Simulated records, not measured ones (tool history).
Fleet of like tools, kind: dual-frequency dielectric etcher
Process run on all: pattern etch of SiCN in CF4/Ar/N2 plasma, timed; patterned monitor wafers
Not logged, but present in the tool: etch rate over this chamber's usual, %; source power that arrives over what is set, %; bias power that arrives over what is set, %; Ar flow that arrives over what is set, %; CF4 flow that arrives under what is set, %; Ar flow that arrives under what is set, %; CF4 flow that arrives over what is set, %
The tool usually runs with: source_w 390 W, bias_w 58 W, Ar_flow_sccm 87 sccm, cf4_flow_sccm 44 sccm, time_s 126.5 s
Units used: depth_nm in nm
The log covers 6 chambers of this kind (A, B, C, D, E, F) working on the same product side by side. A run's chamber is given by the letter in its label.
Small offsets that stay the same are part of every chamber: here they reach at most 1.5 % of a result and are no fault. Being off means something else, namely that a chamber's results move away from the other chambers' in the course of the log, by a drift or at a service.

run   hour  source_w  bias_w  Ar_flow_sccm  cf4_flow_sccm  time_s  hours since the last wet clean  hours since the last source power generator calibration  hours since the last bias power generator calibration  hours since the last Ar flow controller change  hours since the last CF4 flow controller change  read-back reference wafer on the same gauge, depth_nm  depth_nm
 1D   11.2       390      58            87             44   126.5                           468.4                                                   2868.7                                                 3495.1                                           506.1                                           2755.2                                                 90.258    84.360
      14.0  -- chamber D: wet clean of the chamber
 2C   18.5       390      58            87             44   126.5                           149.1                                                    188.8                                                  781.7                                          2231.7                                           2036.4                                                 90.207    84.116
 3F   28.6       390      58            87             44   126.5                            65.6                                                   1452.9                                                 1265.7                                           152.2                                           2504.1                                                 90.339    84.493
 4A   35.5       390      58            87             44   126.5                           257.5                                                   1627.8                                                 2273.5                                          1863.4                                            264.1                                                 90.324    85.235
 5B   41.7       390      58            87             44   126.5                           346.8                                                   1336.2                                                  432.6                                          3431.2                                           2226.8                                                 90.317    85.527
 6E   54.7       390      58            87             44   126.5                           471.8                                                   1910.7                                                 1963.5                                           207.8                                           4403.8                                                 90.273    84.034
 7B   65.6       480      58            87             49   126.5                           370.7                                                   1360.1                                                  456.5                                          3455.1                                           2250.7                                                 90.301   104.790
 8A   79.2       480      58            87             49   126.5                           301.2                                                   1671.5                                                 2317.2                                          1907.1                                            307.8                                                 90.351   104.820
      81.0  -- chamber B: wet clean of the chamber
 9D   86.5       480      58            87             49   126.5                            72.6                                                   2944.0                                                 3570.4                                           581.4                                           2830.5                                                 90.285   103.940
10C   95.4       480      58            87             49   126.5                           226.0                                                    265.7                                                  858.6                                          2308.6                                           2113.3                                                 90.261   102.260
11F  108.6       480      58            87             49   126.5                           145.6                                                   1532.9                                                 1345.7                                           232.2                                           2584.1                                                 90.325   103.370
12E  120.9       480      58            87             49   126.5                           538.0                                                   1976.9                                                 2029.7                                           274.0                                           4470.0                                                 90.267   102.370
13A  134.3       390      58            87             44   126.5                           356.3                                                   1726.6                                                 2372.3                                          1962.2                                            362.9                                                 90.314    84.989
14F  142.6       390      58            87             44   126.5                           179.6                                                   1566.9                                                 1379.7                                           266.2                                           2618.1                                                 90.290    84.296
15E  150.5       350      58            87             48   126.5                           567.6                                                   2006.5                                                 2059.3                                           303.6                                           4499.6                                                 90.287    77.891
16D  162.3       350      58            87             48   126.5                           148.4                                                   3019.8                                                 3646.2                                           657.2                                           2906.3                                                 90.310    78.195
17C  170.2       350      58            87             48   126.5                           300.8                                                    340.5                                                  933.4                                          2383.4                                           2188.1                                                 90.311    77.834
18B  178.0       350      58            87             48   126.5                            97.1                                                   1472.5                                                  568.9                                          3567.5                                           2363.1                                                 90.219    79.081
     188.4  -- chamber C: wet clean of the chamber
19D  188.4       350      58            87             48   126.5                           174.5                                                   3045.9                                                 3672.3                                           683.3                                           2932.4                                                 90.298    78.539
20F  199.7       350      58            87             48   126.5                           236.7                                                   1624.0                                                 1436.8                                           323.3                                           2675.2                                                 90.278    77.369
21E  212.6       390      58            87             44   126.5                           629.7                                                   2068.6                                                 2121.4                                           365.7                                           4561.7                                                 90.343    84.065
22C  223.9       390      58            87             44   126.5                            35.6                                                    394.2                                                  987.1                                          2437.1                                           2241.8                                                 90.323    83.962
     225.4  -- chamber B: Ar flow controller replaced
23A  235.5       390      58            87             44   126.5                           457.5                                                   1827.8                                                 2473.5                                          2063.4                                            464.1                                                 90.204    85.677
     242.5  -- chamber A: wet clean of the chamber
24B  248.4       390      58            87             44   126.5                           167.5                                                   1542.9                                                  639.3                                            23.1                                           2433.5                                                 90.290    85.438
25D  254.6       390      58            87             44   126.5                           240.7                                                   3112.1                                                 3738.5                                           749.5                                           2998.6                                                 90.223    85.029
     256.5  -- chamber E: wet clean of the chamber
26E  266.8       390      58            87             44   126.5                            10.3                                                   2122.8                                                 2175.6                                           419.9                                           4615.9                                                 90.286    84.515
27A  273.1       390      58            87             44   126.5                            30.7                                                   1865.4                                                 2511.1                                          2101.0                                            501.7                                                 90.301    85.189
28C  280.0       390      63            87             44   126.5                            91.7                                                    450.3                                                 1043.2                                          2493.2                                           2297.9                                                 90.298    86.334
     286.5  -- chamber E: CF4 flow controller replaced
29F  289.1       390      63            87             44   126.5                           326.1                                                   1713.4                                                 1526.2                                           412.7                                           2764.6                                                 90.318    87.056
30B  301.8       390      63            87             44   126.5                           220.9                                                   1596.3                                                  692.7                                            76.5                                           2486.9                                                 90.310    88.210
31B  315.3       390      63            87             44   126.5                           234.4                                                   1609.8                                                  706.2                                            90.0                                           2500.4                                                 90.290    87.482
32A  323.2       390      63            87             44   126.5                            80.8                                                   1915.5                                                 2561.2                                          2151.1                                            551.8                                                 90.375    87.943
33D  334.4       390      63            87             44   126.5                           320.5                                                   3191.9                                                 3818.3                                           829.3                                           3078.4                                                 90.309    87.457
34F  345.4       390      58            87             44   126.5                           382.4                                                   1769.7                                                 1582.5                                           469.0                                           2820.9                                                 90.297    84.915
35E  355.4       390      58            87             44   126.5                            98.9                                                   2211.4                                                 2264.2                                           508.5                                             68.9                                                 90.322    84.573
36C  362.3       390      58            87             44   126.5                           174.0                                                    532.6                                                 1125.5                                          2575.5                                           2380.2                                                 90.312    83.841
37D  370.5       390      58            87             44   126.5                           356.6                                                   3228.0                                                 3854.4                                           865.4                                           3114.5                                                 90.348    85.057
38E  382.0       390      58            87             44   126.5                           125.5                                                   2238.0                                                 2290.8                                           535.1                                             95.5                                                 90.316    84.408
39B  387.8       390      58            87             44   126.5                           306.9                                                   1682.3                                                  778.7                                           162.5                                           2572.9                                                 90.295    85.450
40F  394.9       390      58            87             44   126.5                           431.9                                                   1819.2                                                 1632.0                                           518.5                                           2870.4                                                 90.312    84.743
41A  406.5       390      58            87             44   126.5                           164.1                                                   1998.8                                                 2644.5                                          2234.4                                            635.1                                                 90.330    84.988
42C  414.7       390      58            87             44   126.5                           226.4                                                    585.0                                                 1177.9                                          2627.9                                           2432.6                                                 90.266    83.546
43B  427.0       390      58            87             44   126.5                           346.1                                                   1721.5                                                  817.9                                           201.7                                           2612.1                                                 90.288    85.263

Predict what each chamber gives when all 6 of them run the settings below next.
44A  436.7       430      58            87             44   126.5                                                                                                                                                                                                                                                                                                                 ?
44B  436.7       430      58            87             44   126.5                                                                                                                                                                                                                                                                                                                 ?
44C  436.7       430      58            87             44   126.5                                                                                                                                                                                                                                                                                                                 ?
44D  436.7       430      58            87             44   126.5                                                                                                                                                                                                                                                                                                                 ?
44E  436.7       430      58            87             44   126.5                                                                                                                                                                                                                                                                                                                 ?
44F  436.7       430      58            87             44   126.5                                                                                                                                                                                                                                                                                                                 ?

run  depth_nm
44A    92.639
44B    92.732
44C    91.300
44D    92.095
44E    91.688
44F    92.104

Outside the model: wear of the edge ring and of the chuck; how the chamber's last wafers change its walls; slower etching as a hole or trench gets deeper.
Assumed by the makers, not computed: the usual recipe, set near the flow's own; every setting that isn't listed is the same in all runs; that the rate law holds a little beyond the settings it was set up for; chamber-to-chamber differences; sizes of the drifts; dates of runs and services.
